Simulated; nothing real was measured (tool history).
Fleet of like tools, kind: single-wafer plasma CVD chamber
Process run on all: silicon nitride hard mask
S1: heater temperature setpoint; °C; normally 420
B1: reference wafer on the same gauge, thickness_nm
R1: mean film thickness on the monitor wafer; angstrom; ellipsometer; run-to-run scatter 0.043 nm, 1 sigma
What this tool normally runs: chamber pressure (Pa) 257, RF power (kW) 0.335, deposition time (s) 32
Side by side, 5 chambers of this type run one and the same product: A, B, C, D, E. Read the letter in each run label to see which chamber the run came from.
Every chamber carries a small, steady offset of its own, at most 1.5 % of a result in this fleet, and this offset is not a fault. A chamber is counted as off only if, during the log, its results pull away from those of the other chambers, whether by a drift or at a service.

{"run": "1D", "day": 0.396, "S1": 420, "chamber pressure (Pa)": 257, "RF power (kW)": 0.335, "deposition time (s)": 32, "B1": 38.8, "R1": 413.76}
{"day": 0.562, "done": "chamber E: thermocouple changed; heater temperature recalibrated"}
{"run": "2E", "day": 0.808, "S1": 420, "chamber pressure (Pa)": 257, "RF power (kW)": 0.335, "deposition time (s)": 32, "B1": 38.812, "R1": 415.22}
{"run": "3A", "day": 1.188, "S1": 420, "chamber pressure (Pa)": 257, "RF power (kW)": 0.335, "deposition time (s)": 32, "B1": 38.806, "R1": 413.27}
{"run": "4C", "day": 1.779, "S1": 420, "chamber pressure (Pa)": 257, "RF power (kW)": 0.335, "deposition time (s)": 32, "B1": 38.819, "R1": 418.62}
{"run": "5B", "day": 2.083, "S1": 420, "chamber pressure (Pa)": 257, "RF power (kW)": 0.335, "deposition time (s)": 32, "B1": 38.81, "R1": 419.6}
{"run": "6E", "day": 2.617, "S1": 420, "chamber pressure (Pa)": 257, "RF power (kW)": 0.335, "deposition time (s)": 32, "B1": 38.822, "R1": 415.68}
{"run": "7A", "day": 3.046, "S1": 420, "chamber pressure (Pa)": 257, "RF power (kW)": 0.335, "deposition time (s)": 32, "B1": 38.82, "R1": 412.63}
{"run": "8B", "day": 3.412, "S1": 420, "chamber pressure (Pa)": 257, "RF power (kW)": 0.335, "deposition time (s)": 32, "B1": 38.828, "R1": 419.73}
{"run": "9D", "day": 3.808, "S1": 420, "chamber pressure (Pa)": 257, "RF power (kW)": 0.335, "deposition time (s)": 32, "B1": 38.844, "R1": 413.09}
{"run": "10C", "day": 4.15, "S1": 420, "chamber pressure (Pa)": 257, "RF power (kW)": 0.335, "deposition time (s)": 32, "B1": 38.826, "R1": 418.31}
{"run": "11C", "day": 4.475, "S1": 420, "chamber pressure (Pa)": 257, "RF power (kW)": 0.335, "deposition time (s)": 32, "B1": 38.842, "R1": 418.69}
{"run": "12B", "day": 4.938, "S1": 420, "chamber pressure (Pa)": 257, "RF power (kW)": 0.335, "deposition time (s)": 32, "B1": 38.853, "R1": 420.36}
{"run": "13A", "day": 5.442, "S1": 420, "chamber pressure (Pa)": 257, "RF power (kW)": 0.335, "deposition time (s)": 32, "B1": 38.85, "R1": 413.43}
{"run": "14D", "day": 5.817, "S1": 420, "chamber pressure (Pa)": 257, "RF power (kW)": 0.335, "deposition time (s)": 32, "B1": 38.847, "R1": 414.44}
{"run": "15E", "day": 6.275, "S1": 420, "chamber pressure (Pa)": 257, "RF power (kW)": 0.335, "deposition time (s)": 32, "B1": 38.847, "R1": 416.68}
{"run": "16D", "day": 6.642, "S1": 420, "chamber pressure (Pa)": 299, "RF power (kW)": 0.335, "deposition time (s)": 32, "B1": 38.853, "R1": 430.84}
{"run": "17B", "day": 7.117, "S1": 420, "chamber pressure (Pa)": 299, "RF power (kW)": 0.335, "deposition time (s)": 32, "B1": 38.857, "R1": 436.46}
{"run": "18C", "day": 7.55, "S1": 420, "chamber pressure (Pa)": 299, "RF power (kW)": 0.335, "deposition time (s)": 32, "B1": 38.858, "R1": 436.1}
{"run": "19A", "day": 8.004, "S1": 420, "chamber pressure (Pa)": 299, "RF power (kW)": 0.335, "deposition time (s)": 32, "B1": 38.868, "R1": 429.49}
{"run": "20E", "day": 8.388, "S1": 420, "chamber pressure (Pa)": 299, "RF power (kW)": 0.335, "deposition time (s)": 32, "B1": 38.872, "R1": 433.26}
{"run": "21D", "day": 8.708, "S1": 420, "chamber pressure (Pa)": 257, "RF power (kW)": 0.335, "deposition time (s)": 32, "B1": 38.873, "R1": 414.05}
{"run": "22E", "day": 9.05, "S1": 420, "chamber pressure (Pa)": 257, "RF power (kW)": 0.335, "deposition time (s)": 32, "B1": 38.872, "R1": 417.44}
{"day": 9.662, "done": "chamber C: thermocouple changed; heater temperature recalibrated"}
{"run": "23C", "day": 9.683, "S1": 420, "chamber pressure (Pa)": 257, "RF power (kW)": 0.335, "deposition time (s)": 32, "B1": 38.883, "R1": 419.52}
{"day": 9.979, "done": "chamber B: RF generator calibrated"}
{"run": "24A", "day": 10.058, "S1": 420, "chamber pressure (Pa)": 257, "RF power (kW)": 0.335, "deposition time (s)": 32, "B1": 38.878, "R1": 414.23}
{"day": 10.383, "done": "chamber B: capacitance manometer re-zeroed and calibrated"}
{"run": "25B", "day": 10.612, "S1": 420, "chamber pressure (Pa)": 257, "RF power (kW)": 0.335, "deposition time (s)": 32, "B1": 38.879, "R1": 419.87}
{"run": "26D", "day": 11.188, "S1": 420, "chamber pressure (Pa)": 257, "RF power (kW)": 0.335, "deposition time (s)": 32, "B1": 38.898, "R1": 415.23}
{"run": "27A", "day": 11.529, "S1": 420, "chamber pressure (Pa)": 257, "RF power (kW)": 0.335, "deposition time (s)": 32, "B1": 38.9, "R1": 414.34}
{"run": "28B", "day": 11.929, "S1": 420, "chamber pressure (Pa)": 257, "RF power (kW)": 0.335, "deposition time (s)": 32, "B1": 38.894, "R1": 420.3}
{"run": "29E", "day": 12.5, "S1": 420, "chamber pressure (Pa)": 257, "RF power (kW)": 0.335, "deposition time (s)": 32, "B1": 38.903, "R1": 416.62}
{"run": "30C", "day": 12.942, "S1": 420, "chamber pressure (Pa)": 257, "RF power (kW)": 0.335, "deposition time (s)": 32, "B1": 38.909, "R1": 419.27}
{"run": "31E", "day": 13.25, "S1": 420, "chamber pressure (Pa)": 257, "RF power (kW)": 0.335, "deposition time (s)": 32, "B1": 38.909, "R1": 416.95}
{"run": "32A", "day": 13.729, "S1": 420, "chamber pressure (Pa)": 257, "RF power (kW)": 0.335, "deposition time (s)": 32, "B1": 38.915, "R1": 413.57}
{"run": "33D", "day": 14.083, "S1": 420, "chamber pressure (Pa)": 295, "RF power (kW)": 0.335, "deposition time (s)": 35.6, "B1": 38.915, "R1": 479.19}
{"run": "34B", "day": 14.458, "S1": 420, "chamber pressure (Pa)": 295, "RF power (kW)": 0.335, "deposition time (s)": 35.6, "B1": 38.921, "R1": 484.74}
{"run": "35C", "day": 14.792, "S1": 420, "chamber pressure (Pa)": 295, "RF power (kW)": 0.335, "deposition time (s)": 35.6, "B1": 38.922, "R1": 483.72}
{"run": "36A", "day": 15.146, "S1": 420, "chamber pressure (Pa)": 295, "RF power (kW)": 0.335, "deposition time (s)": 35.6, "B1": 38.925, "R1": 477.72}
{"run": "37C", "day": 15.55, "S1": 420, "chamber pressure (Pa)": 295, "RF power (kW)": 0.335, "deposition time (s)": 35.6, "B1": 38.938, "R1": 484.57}
{"run": "38B", "day": 15.975, "S1": 420, "chamber pressure (Pa)": 305, "RF power (kW)": 0.285, "deposition time (s)": 32, "B1": 38.928, "R1": 396.01}
{"run": "39E", "day": 16.558, "S1": 420, "chamber pressure (Pa)": 305, "RF power (kW)": 0.285, "deposition time (s)": 32, "B1": 38.939, "R1": 391.63}
{"run": "40D", "day": 17.162, "S1": 420, "chamber pressure (Pa)": 305, "RF power (kW)": 0.285, "deposition time (s)": 32, "B1": 38.94, "R1": 390.2}
{"run": "41A", "day": 17.667, "S1": 420, "chamber pressure (Pa)": 305, "RF power (kW)": 0.285, "deposition time (s)": 32, "B1": 38.952, "R1": 389.43}
{"run": "42C", "day": 18.238, "S1": 420, "chamber pressure (Pa)": 305, "RF power (kW)": 0.285, "deposition time (s)": 32, "B1": 38.955, "R1": 395.1}
{"run": "43B", "day": 18.654, "S1": 420, "chamber pressure (Pa)": 257, "RF power (kW)": 0.335, "deposition time (s)": 32, "B1": 38.942, "R1": 420.61}
{"run": "44E", "day": 19.042, "S1": 420, "chamber pressure (Pa)": 257, "RF power (kW)": 0.335, "deposition time (s)": 32, "B1": 38.965, "R1": 417.07}

Each of the 5 chambers runs these same settings next. Fill in every chamber's results:
{"run": "45A", "day": 19.496, "S1": 420, "chamber pressure (Pa)": 257, "RF power (kW)": 0.335, "deposition time (s)": 36.5, "R1": "?"}
{"run": "45B", "day": 19.496, "S1": 420, "chamber pressure (Pa)": 257, "RF power (kW)": 0.335, "deposition time (s)": 36.5, "R1": "?"}
{"run": "45C", "day": 19.496, "S1": 420, "chamber pressure (Pa)": 257, "RF power (kW)": 0.335, "deposition time (s)": 36.5, "R1": "?"}
{"run": "45D", "day": 19.496, "S1": 420, "chamber pressure (Pa)": 257, "RF power (kW)": 0.335, "deposition time (s)": 36.5, "R1": "?"}
{"run": "45E", "day": 19.496, "S1": 420, "chamber pressure (Pa)": 257, "RF power (kW)": 0.335, "deposition time (s)": 36.5, "R1": "?"}

run=45A R1=472.66
run=45B R1=480.17
run=45C R1=478.82
run=45D R1=474.03
run=45E R1=476.31
